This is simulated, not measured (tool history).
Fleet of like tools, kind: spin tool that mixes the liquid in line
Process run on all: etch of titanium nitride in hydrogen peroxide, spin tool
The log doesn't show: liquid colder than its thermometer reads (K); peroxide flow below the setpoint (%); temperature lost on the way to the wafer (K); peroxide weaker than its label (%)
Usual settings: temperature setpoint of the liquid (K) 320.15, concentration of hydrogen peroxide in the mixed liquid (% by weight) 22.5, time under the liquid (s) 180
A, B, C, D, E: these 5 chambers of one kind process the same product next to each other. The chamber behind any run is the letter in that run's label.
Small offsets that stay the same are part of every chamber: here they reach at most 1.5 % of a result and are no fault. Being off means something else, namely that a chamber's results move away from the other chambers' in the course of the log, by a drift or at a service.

run,hour,temperature setpoint of the liquid (K),concentration of hydrogen peroxide in the mixed liquid (% by weight),time under the liquid (s),hours since the thermometer was replaced,hours since the peroxide flow meter was replaced,hours since the heated supply line was repaired,hours since the drum of peroxide was connected,"read-back film thickness of the titanium nitride reference wafer, read on the same gauge (nm)",thickness taken off the titanium nitride on a monitor wafer (nm)
1E,8.3,320.15,22.5,180,288.6,44.9,380.7,215.8,139.98,7.6196
2D,15.7,320.15,22.5,180,550.2,233.3,241,413.4,139.98,7.5175
# hour 18.7: chamber B: thermometer replaced
3A,27.6,320.15,22.5,180,1181,1195.4,3058.2,82.9,140.05,7.6381
4C,34.5,320.15,22.5,180,916.3,872.1,804.9,855.6,139.98,7.6298
5B,41.7,320.15,17.5,180,23.1,622.8,1701.4,356,139.98,7.2828
6C,52.5,320.15,17.5,180,934.3,890.1,822.9,873.6,139.98,7.2145
7A,59.4,320.15,17.5,180,1212.8,1227.2,3090,114.7,139.98,7.1919
8E,68.7,320.15,17.5,180,349,105.3,441.1,276.2,140.01,7.1946
9B,75.4,320.15,17.5,180,56.8,656.5,1735.1,389.7,140.01,7.2763
10D,83.5,320.15,22.5,180,618,301.1,308.8,481.2,140,7.5314
11D,94.8,320.15,22.5,180,629.3,312.4,320.1,492.5,139.97,7.5443
12C,105.6,320.15,22.5,180,987.4,943.2,876,926.7,140.02,7.6101
# hour 108.4: chamber B: peroxide flow meter replaced
# hour 110.9: chamber C: new drum of peroxide connected
# hour 117.5: chamber E: new drum of peroxide connected
13A,117.8,323.65,22.5,260,1271.2,1285.6,3148.4,173.1,140.04,14.243
14B,128,323.65,22.5,260,109.4,19.6,1787.7,442.3,139.98,14.116
15E,139.9,323.65,22.5,260,420.2,176.5,512.3,22.5,139.99,14.068
16E,149.7,323.65,22.5,260,430,186.3,522.1,32.3,139.99,14.069
17C,162.9,323.65,22.5,260,1044.7,1000.5,933.3,52,140,14.131
18B,173.3,320.15,22.5,180,154.7,64.9,1833,487.6,140,7.6575
19A,186.3,320.15,22.5,180,1339.7,1354.1,3216.9,241.6,140.02,7.684
# hour 188.4: chamber C: heated supply line repaired
20D,199.4,316.15,22.5,235,733.9,417,424.7,597.1,139.99,7.2876
# hour 208.1: chamber D: peroxide flow meter replaced
21B,208.7,316.15,22.5,235,190.1,100.3,1868.4,523,139.97,7.4094
22D,219.9,316.15,22.5,235,754.4,11.8,445.2,617.6,140,7.2512
23A,226.8,316.15,22.5,235,1380.2,1394.6,3257.4,282.1,139.96,7.3783
24C,236.8,316.15,22.5,235,1118.6,1074.4,48.5,125.9,139.98,7.3392
25E,250.2,320.15,22.5,180,530.5,286.8,622.6,132.8,140.01,7.5585
26D,256.3,320.15,22.5,180,790.8,48.2,481.6,654,140,7.5007
27B,265,320.15,22.5,180,246.4,156.6,1924.7,579.3,140.04,7.6269
28C,273.7,320.15,22.5,180,1155.5,1111.3,85.4,162.8,140.01,7.5267
29A,283.3,320.15,22.5,180,1436.7,1451.1,3313.9,338.6,139.97,7.5933
# hour 293.6: chamber D: new drum of peroxide connected
30E,293.6,320.15,22.5,180,573.9,330.2,666,176.2,139.94,7.5765
31A,302.7,320.15,22.5,180,1456.1,1470.5,3333.3,358,140.01,7.6507
32E,309,320.15,22.5,180,589.3,345.6,681.4,191.6,140.01,7.584
33C,316,323.65,16.5,180,1197.8,1153.6,127.7,205.1,139.98,9.161
34B,327.3,323.65,16.5,180,308.7,218.9,1987,641.6,139.97,9.1752
35D,338.1,323.65,16.5,180,872.6,130,563.4,44.6,140.01,9.0694
36E,344.2,323.65,16.5,180,624.5,380.8,716.6,226.8,139.95,9.1305

Decide between three cases: one chamber stands off from its peers, the gauge reading all wafers drifts, or nothing is wrong past each chamber's small offset. Where a chamber is off, say which and what most likely put it there.

Nothing is wrong: each chamber keeps only its own small, steady offset and the gauge holds still.
